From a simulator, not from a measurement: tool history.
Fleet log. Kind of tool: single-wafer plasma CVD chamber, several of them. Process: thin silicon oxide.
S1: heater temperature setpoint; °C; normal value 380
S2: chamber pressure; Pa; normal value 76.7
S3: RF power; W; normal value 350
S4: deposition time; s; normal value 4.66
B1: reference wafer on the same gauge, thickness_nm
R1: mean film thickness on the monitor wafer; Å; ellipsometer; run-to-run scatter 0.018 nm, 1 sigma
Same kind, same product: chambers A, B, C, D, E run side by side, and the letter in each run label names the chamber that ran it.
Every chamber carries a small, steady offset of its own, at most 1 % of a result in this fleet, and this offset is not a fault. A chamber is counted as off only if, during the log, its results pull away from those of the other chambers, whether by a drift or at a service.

{"run": "1D", "hour": 6.5, "S1": 380, "S2": 76.7, "S3": 350, "S4": 4.66, "B1": 6.1566, "R1": 65.586}
{"run": "2E", "hour": 15.7, "S1": 380, "S2": 76.7, "S3": 350, "S4": 4.66, "B1": 6.1488, "R1": 64.802}
{"run": "3C", "hour": 26.7, "S1": 380, "S2": 76.7, "S3": 350, "S4": 4.66, "B1": 6.1491, "R1": 65.473}
{"run": "4B", "hour": 33.5, "S1": 380, "S2": 76.7, "S3": 350, "S4": 4.66, "B1": 6.1513, "R1": 65.471}
{"run": "5A", "hour": 41.4, "S1": 380, "S2": 76.7, "S3": 320, "S4": 4.66, "B1": 6.1513, "R1": 63.471}
{"run": "6C", "hour": 48.0, "S1": 380, "S2": 76.7, "S3": 320, "S4": 4.66, "B1": 6.1499, "R1": 62.943}
{"run": "7A", "hour": 60.8, "S1": 380, "S2": 76.7, "S3": 320, "S4": 4.66, "B1": 6.154, "R1": 63.71}
{"run": "8E", "hour": 72.4, "S1": 380, "S2": 76.7, "S3": 320, "S4": 4.66, "B1": 6.1537, "R1": 62.507}
{"run": "9B", "hour": 84.0, "S1": 380, "S2": 76.7, "S3": 320, "S4": 4.66, "B1": 6.1536, "R1": 62.949}
{"run": "10D", "hour": 98.0, "S1": 380, "S2": 76.7, "S3": 350, "S4": 4.66, "B1": 6.1481, "R1": 65.766}
{"run": "11D", "hour": 105.9, "S1": 380, "S2": 76.7, "S3": 350, "S4": 4.66, "B1": 6.1498, "R1": 65.347}
{"hour": 108.9, "done": "chamber E: capacitance manometer re-zeroed and calibrated"}
{"run": "12C", "hour": 112.0, "S1": 380, "S2": 76.7, "S3": 350, "S4": 4.66, "B1": 6.1472, "R1": 65.566}
{"run": "13A", "hour": 125.4, "S1": 380, "S2": 76.7, "S3": 350, "S4": 4.66, "B1": 6.1482, "R1": 65.966}
{"hour": 126.5, "done": "chamber E: thermocouple changed; heater temperature recalibrated"}
{"run": "14E", "hour": 135.7, "S1": 380, "S2": 76.7, "S3": 350, "S4": 4.66, "B1": 6.1453, "R1": 64.846}
{"run": "15B", "hour": 144.0, "S1": 385, "S2": 60.7, "S3": 350, "S4": 4.66, "B1": 6.1452, "R1": 49.652}
{"run": "16A", "hour": 157.4, "S1": 385, "S2": 60.7, "S3": 350, "S4": 4.66, "B1": 6.1505, "R1": 50.21}
{"run": "17D", "hour": 169.5, "S1": 385, "S2": 60.7, "S3": 350, "S4": 4.66, "B1": 6.1471, "R1": 50.204}
{"run": "18C", "hour": 176.9, "S1": 385, "S2": 60.7, "S3": 350, "S4": 4.66, "B1": 6.1493, "R1": 49.97}
{"run": "19B", "hour": 186.8, "S1": 385, "S2": 60.7, "S3": 350, "S4": 4.66, "B1": 6.1473, "R1": 49.965}
{"hour": 191.9, "done": "chamber D: capacitance manometer re-zeroed and calibrated"}
{"run": "20E", "hour": 199.7, "S1": 380, "S2": 76.7, "S3": 350, "S4": 4.66, "B1": 6.1468, "R1": 64.899}
{"run": "21D", "hour": 209.5, "S1": 380, "S2": 76.7, "S3": 350, "S4": 4.66, "B1": 6.1541, "R1": 67.941}
{"run": "22C", "hour": 220.6, "S1": 380, "S2": 76.7, "S3": 350, "S4": 4.66, "B1": 6.1547, "R1": 64.91}
{"run": "23A", "hour": 233.6, "S1": 380, "S2": 76.7, "S3": 350, "S4": 4.66, "B1": 6.1503, "R1": 65.723}
{"run": "24E", "hour": 245.7, "S1": 380, "S2": 76.7, "S3": 350, "S4": 4.66, "B1": 6.1499, "R1": 65.077}
{"run": "25B", "hour": 256.5, "S1": 380, "S2": 76.7, "S3": 350, "S4": 4.66, "B1": 6.1564, "R1": 64.941}
{"run": "26C", "hour": 267.7, "S1": 380, "S2": 76.7, "S3": 350, "S4": 4.66, "B1": 6.154, "R1": 65.462}
{"run": "27B", "hour": 278.7, "S1": 380, "S2": 76.7, "S3": 350, "S4": 4.66, "B1": 6.1503, "R1": 65.351}
{"run": "28D", "hour": 289.7, "S1": 368, "S2": 76.7, "S3": 350, "S4": 4.66, "B1": 6.148, "R1": 68.066}
{"run": "29E", "hour": 302.8, "S1": 368, "S2": 76.7, "S3": 350, "S4": 4.66, "B1": 6.1458, "R1": 65.788}
{"run": "30A", "hour": 309.0, "S1": 368, "S2": 76.7, "S3": 350, "S4": 4.66, "B1": 6.1474, "R1": 66.433}
{"run": "31E", "hour": 320.2, "S1": 368, "S2": 76.7, "S3": 350, "S4": 4.66, "B1": 6.1495, "R1": 65.488}

All 5 chambers run these settings next. Forecast each chamber's results:
{"run": "32A", "hour": 330.3, "S1": 380, "S2": 76.7, "S3": 350, "S4": 3.82, "R1": "?"}
{"run": "32B", "hour": 330.3, "S1": 380, "S2": 76.7, "S3": 350, "S4": 3.82, "R1": "?"}
{"run": "32C", "hour": 330.3, "S1": 380, "S2": 76.7, "S3": 350, "S4": 3.82, "R1": "?"}
{"run": "32D", "hour": 330.3, "S1": 380, "S2": 76.7, "S3": 350, "S4": 3.82, "R1": "?"}
{"run": "32E", "hour": 330.3, "S1": 380, "S2": 76.7, "S3": 350, "S4": 3.82, "R1": "?"}

run=32A R1=54.059
run=32B R1=53.439
run=32C R1=53.71
run=32D R1=55.608
run=32E R1=53.314

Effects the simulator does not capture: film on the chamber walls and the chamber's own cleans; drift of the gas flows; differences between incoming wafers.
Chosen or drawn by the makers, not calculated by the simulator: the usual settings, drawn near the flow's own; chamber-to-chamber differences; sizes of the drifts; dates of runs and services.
